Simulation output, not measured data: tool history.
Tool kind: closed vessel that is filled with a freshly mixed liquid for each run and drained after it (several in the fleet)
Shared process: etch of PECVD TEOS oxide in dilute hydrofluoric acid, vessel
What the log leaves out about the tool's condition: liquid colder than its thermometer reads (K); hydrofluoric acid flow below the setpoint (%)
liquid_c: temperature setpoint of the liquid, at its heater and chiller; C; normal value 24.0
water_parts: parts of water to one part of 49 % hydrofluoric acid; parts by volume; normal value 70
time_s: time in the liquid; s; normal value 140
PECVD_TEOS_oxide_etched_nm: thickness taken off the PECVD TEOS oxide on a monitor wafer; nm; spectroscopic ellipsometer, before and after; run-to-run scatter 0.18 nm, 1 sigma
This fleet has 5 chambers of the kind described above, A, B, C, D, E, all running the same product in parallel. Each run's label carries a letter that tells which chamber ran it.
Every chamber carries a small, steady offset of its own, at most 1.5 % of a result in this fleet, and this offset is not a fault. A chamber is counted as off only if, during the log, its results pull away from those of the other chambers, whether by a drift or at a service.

run   hour  liquid_c  water_parts  time_s  hours since the thermometer was replaced  hours since the hydrofluoric acid flow meter was replaced  read-back film thickness of the PECVD TEOS oxide reference wafer, read on the same gauge (nm)  PECVD_TEOS_oxide_etched_nm
 1D    8.1      24.0           70     140                                     594.0                                                      326.8                                                                                         80.018                      26.551
 2C   17.3      24.0           70     140                                     759.9                                                      449.5                                                                                         80.057                      26.899
 3E   27.3      24.0           70     140                                     451.4                                                      868.9                                                                                         80.032                      26.822
 4A   36.0      24.0           70     140                                    3000.9                                                      800.5                                                                                         80.032                      26.245
 5B   45.8      24.0           70     140                                      65.0                                                     1296.9                                                                                         80.027                      27.019
 6D   59.9      24.0           70     140                                     645.8                                                      378.6                                                                                         79.970                      26.801
 7E   68.1      19.5           60     140                                     492.2                                                      909.7                                                                                         80.031                      26.341
 8B   77.2      19.5           60     140                                      96.4                                                     1328.3                                                                                         79.971                      25.955
 9A   88.0      19.5           60     140                                    3052.9                                                      852.5                                                                                         79.999                      25.860
10C  101.7      19.5           60     140                                     844.3                                                      533.9                                                                                         79.961                      26.057
11B  115.5      19.5           60     140                                     134.7                                                     1366.6                                                                                         80.013                      26.471
     115.6  -- chamber E: thermometer replaced
12E  130.6      24.0           70     140                                      15.0                                                      972.2                                                                                         80.001                      26.659
13A  142.2      24.0           70     140                                    3107.1                                                      906.7                                                                                         79.988                      26.140
14C  150.0      24.0           70     140                                     892.6                                                      582.2                                                                                         80.018                      26.296
15D  158.5      20.5           70      95                                     744.4                                                      477.2                                                                                         79.958                      15.594
16E  169.3      20.5           70      95                                      53.7                                                     1010.9                                                                                         79.984                      15.735
17D  177.5      20.5           70      95                                     763.4                                                      496.2                                                                                         79.991                      15.560
18C  186.5      20.5           70      95                                     929.1                                                      618.7                                                                                         79.974                      15.392
19A  194.7      20.5           70      95                                    3159.6                                                      959.2                                                                                         80.010                      15.223
     200.3  -- chamber A: thermometer replaced
20B  206.7      24.0           70     140                                     225.9                                                     1457.8                                                                                         79.993                      27.029
21D  217.2      21.0           70     195                                     803.1                                                      535.9                                                                                         80.037                      32.560
22E  229.8      21.0           70     195                                     114.2                                                     1071.4                                                                                         80.052                      33.236
23C  242.1      21.0           70     195                                     984.7                                                      674.3                                                                                         80.022                      31.658
24B  250.9      21.0           70     195                                     270.1                                                     1502.0                                                                                         80.014                      33.011
25A  266.4      21.0           70     195                                      66.1                                                     1030.9                                                                                         79.988                      32.426
26D  275.6      24.0           70     140                                     861.5                                                      594.3                                                                                         79.970                      26.651
27C  290.9      24.0           70     140                                    1033.5                                                      723.1                                                                                         80.024                      25.540
28B  301.9      24.0           70     140                                     321.1                                                     1553.0                                                                                         79.979                      26.663
29E  311.8      27.0          105     140                                     196.2                                                     1153.4                                                                                         79.973                      19.252
30A  321.5      27.0          105     140                                     121.2                                                     1086.0                                                                                         80.048                      19.139
31E  331.0      27.0          105     140                                     215.4                                                     1172.6                                                                                         79.991                      18.996
     342.0  -- chamber C: thermometer replaced
32B  344.7      27.0          105     140                                     363.9                                                     1595.8                                                                                         80.064                      19.231
33C  352.3      27.0          105     140                                      10.3                                                      784.5                                                                                         79.973                      17.811
34D  366.2      24.0           70     140                                     952.1                                                      684.9                                                                                         79.972                      26.602
35A  381.2      24.0           70     140                                     180.9                                                     1145.7                                                                                         80.016                      26.703
36D  392.7      24.0           70     140                                     978.6                                                      711.4                                                                                         79.992                      26.347
37E  400.8      24.0           70     140                                     285.2                                                     1242.4                                                                                         80.010                      26.502

Predict what each chamber gives when all 5 of them run the settings below next.
38A  412.2      24.0           70     140                                                                                                                                                                                                                               ?
38B  412.2      24.0           70     140                                                                                                                                                                                                                               ?
38C  412.2      24.0           70     140                                                                                                                                                                                                                               ?
38D  412.2      24.0           70     140                                                                                                                                                                                                                               ?
38E  412.2      24.0           70     140                                                                                                                                                                                                                               ?

run  PECVD_TEOS_oxide_etched_nm
38A                      26.514
38B                      26.981
38C                      25.105
38D                      26.129
38E                      26.776
